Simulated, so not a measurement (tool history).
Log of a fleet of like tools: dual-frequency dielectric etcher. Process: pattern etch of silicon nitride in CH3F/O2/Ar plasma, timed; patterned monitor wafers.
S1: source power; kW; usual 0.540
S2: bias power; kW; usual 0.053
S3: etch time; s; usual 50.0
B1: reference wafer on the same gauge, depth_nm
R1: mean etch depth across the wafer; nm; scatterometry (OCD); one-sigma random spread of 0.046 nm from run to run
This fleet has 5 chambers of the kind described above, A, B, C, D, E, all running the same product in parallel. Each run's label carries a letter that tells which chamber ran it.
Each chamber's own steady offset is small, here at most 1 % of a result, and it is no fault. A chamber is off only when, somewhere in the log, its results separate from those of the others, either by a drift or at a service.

{"run": "1D", "day": 0.125, "S1": 0.54, "S2": 0.053, "S3": 50.0, "B1": 31.002, "R1": 35.239}
{"run": "2B", "day": 0.271, "S1": 0.54, "S2": 0.053, "S3": 50.0, "B1": 31.016, "R1": 35.417}
{"run": "3A", "day": 0.383, "S1": 0.54, "S2": 0.053, "S3": 50.0, "B1": 31.009, "R1": 35.617}
{"day": 0.421, "done": "chamber A: wet clean of the chamber"}
{"run": "4E", "day": 0.496, "S1": 0.54, "S2": 0.053, "S3": 50.0, "B1": 31.029, "R1": 35.579}
{"run": "5C", "day": 0.679, "S1": 0.54, "S2": 0.053, "S3": 50.0, "B1": 31.019, "R1": 35.321}
{"run": "6C", "day": 0.771, "S1": 0.43, "S2": 0.053, "S3": 45.5, "B1": 31.023, "R1": 29.332}
{"run": "7E", "day": 0.862, "S1": 0.43, "S2": 0.053, "S3": 45.5, "B1": 31.03, "R1": 29.523}
{"run": "8A", "day": 0.996, "S1": 0.43, "S2": 0.053, "S3": 45.5, "B1": 31.029, "R1": 29.592}
{"run": "9B", "day": 1.2, "S1": 0.43, "S2": 0.053, "S3": 45.5, "B1": 31.025, "R1": 29.519}
{"run": "10D", "day": 1.308, "S1": 0.43, "S2": 0.053, "S3": 45.5, "B1": 31.042, "R1": 29.425}
{"run": "11E", "day": 1.425, "S1": 0.54, "S2": 0.053, "S3": 50.0, "B1": 31.036, "R1": 35.525}
{"run": "12C", "day": 1.617, "S1": 0.45, "S2": 0.053, "S3": 45.0, "B1": 31.048, "R1": 29.552}
{"run": "13B", "day": 1.738, "S1": 0.45, "S2": 0.053, "S3": 45.0, "B1": 31.056, "R1": 29.715}
{"run": "14D", "day": 1.879, "S1": 0.45, "S2": 0.053, "S3": 45.0, "B1": 31.062, "R1": 29.67}
{"run": "15A", "day": 2.079, "S1": 0.45, "S2": 0.053, "S3": 45.0, "B1": 31.063, "R1": 29.931}
{"day": 2.162, "done": "chamber E: source power generator calibrated"}
{"run": "16A", "day": 2.212, "S1": 0.45, "S2": 0.053, "S3": 45.0, "B1": 31.072, "R1": 29.882}
{"run": "17E", "day": 2.367, "S1": 0.42, "S2": 0.053, "S3": 43.5, "B1": 31.085, "R1": 27.979}
{"run": "18B", "day": 2.529, "S1": 0.42, "S2": 0.053, "S3": 43.5, "B1": 31.075, "R1": 28.009}
{"run": "19C", "day": 2.692, "S1": 0.42, "S2": 0.053, "S3": 43.5, "B1": 31.078, "R1": 27.935}
{"run": "20D", "day": 2.825, "S1": 0.42, "S2": 0.053, "S3": 43.5, "B1": 31.081, "R1": 28.001}
{"run": "21D", "day": 2.929, "S1": 0.42, "S2": 0.053, "S3": 43.5, "B1": 31.099, "R1": 27.919}
{"day": 3.038, "done": "chamber E: wet clean of the chamber"}
{"run": "22B", "day": 3.112, "S1": 0.54, "S2": 0.053, "S3": 50.0, "B1": 31.101, "R1": 35.52}
{"run": "23A", "day": 3.267, "S1": 0.54, "S2": 0.053, "S3": 50.0, "B1": 31.1, "R1": 35.672}
{"run": "24E", "day": 3.421, "S1": 0.54, "S2": 0.053, "S3": 50.0, "B1": 31.117, "R1": 35.622}
{"run": "25C", "day": 3.517, "S1": 0.54, "S2": 0.064, "S3": 35.5, "B1": 31.115, "R1": 26.627}
{"run": "26B", "day": 3.65, "S1": 0.54, "S2": 0.064, "S3": 35.5, "B1": 31.117, "R1": 26.825}
{"run": "27A", "day": 3.8, "S1": 0.54, "S2": 0.064, "S3": 35.5, "B1": 31.126, "R1": 26.989}
{"run": "28E", "day": 3.971, "S1": 0.54, "S2": 0.064, "S3": 35.5, "B1": 31.125, "R1": 26.862}
{"run": "29C", "day": 4.146, "S1": 0.54, "S2": 0.064, "S3": 35.5, "B1": 31.134, "R1": 26.718}
{"run": "30D", "day": 4.312, "S1": 0.54, "S2": 0.053, "S3": 50.0, "B1": 31.146, "R1": 35.556}
{"run": "31A", "day": 4.425, "S1": 0.54, "S2": 0.053, "S3": 50.0, "B1": 31.15, "R1": 35.81}
{"run": "32E", "day": 4.596, "S1": 0.54, "S2": 0.053, "S3": 50.0, "B1": 31.145, "R1": 35.785}
{"run": "33B", "day": 4.7, "S1": 0.54, "S2": 0.053, "S3": 50.0, "B1": 31.155, "R1": 35.61}
{"run": "34D", "day": 4.862, "S1": 0.54, "S2": 0.053, "S3": 50.0, "B1": 31.164, "R1": 35.42}

Predict what each chamber gives when all 5 of them run the settings below next.
{"run": "35A", "day": 5.012, "S1": 0.54, "S2": 0.053, "S3": 50.0, "R1": "?"}
{"run": "35B", "day": 5.012, "S1": 0.54, "S2": 0.053, "S3": 50.0, "R1": "?"}
{"run": "35C", "day": 5.012, "S1": 0.54, "S2": 0.053, "S3": 50.0, "R1": "?"}
{"run": "35D", "day": 5.012, "S1": 0.54, "S2": 0.053, "S3": 50.0, "R1": "?"}
{"run": "35E", "day": 5.012, "S1": 0.54, "S2": 0.053, "S3": 50.0, "R1": "?"}

run=35A R1=35.828
run=35B R1=35.573
run=35C R1=35.351
run=35D R1=35.434
run=35E R1=35.663
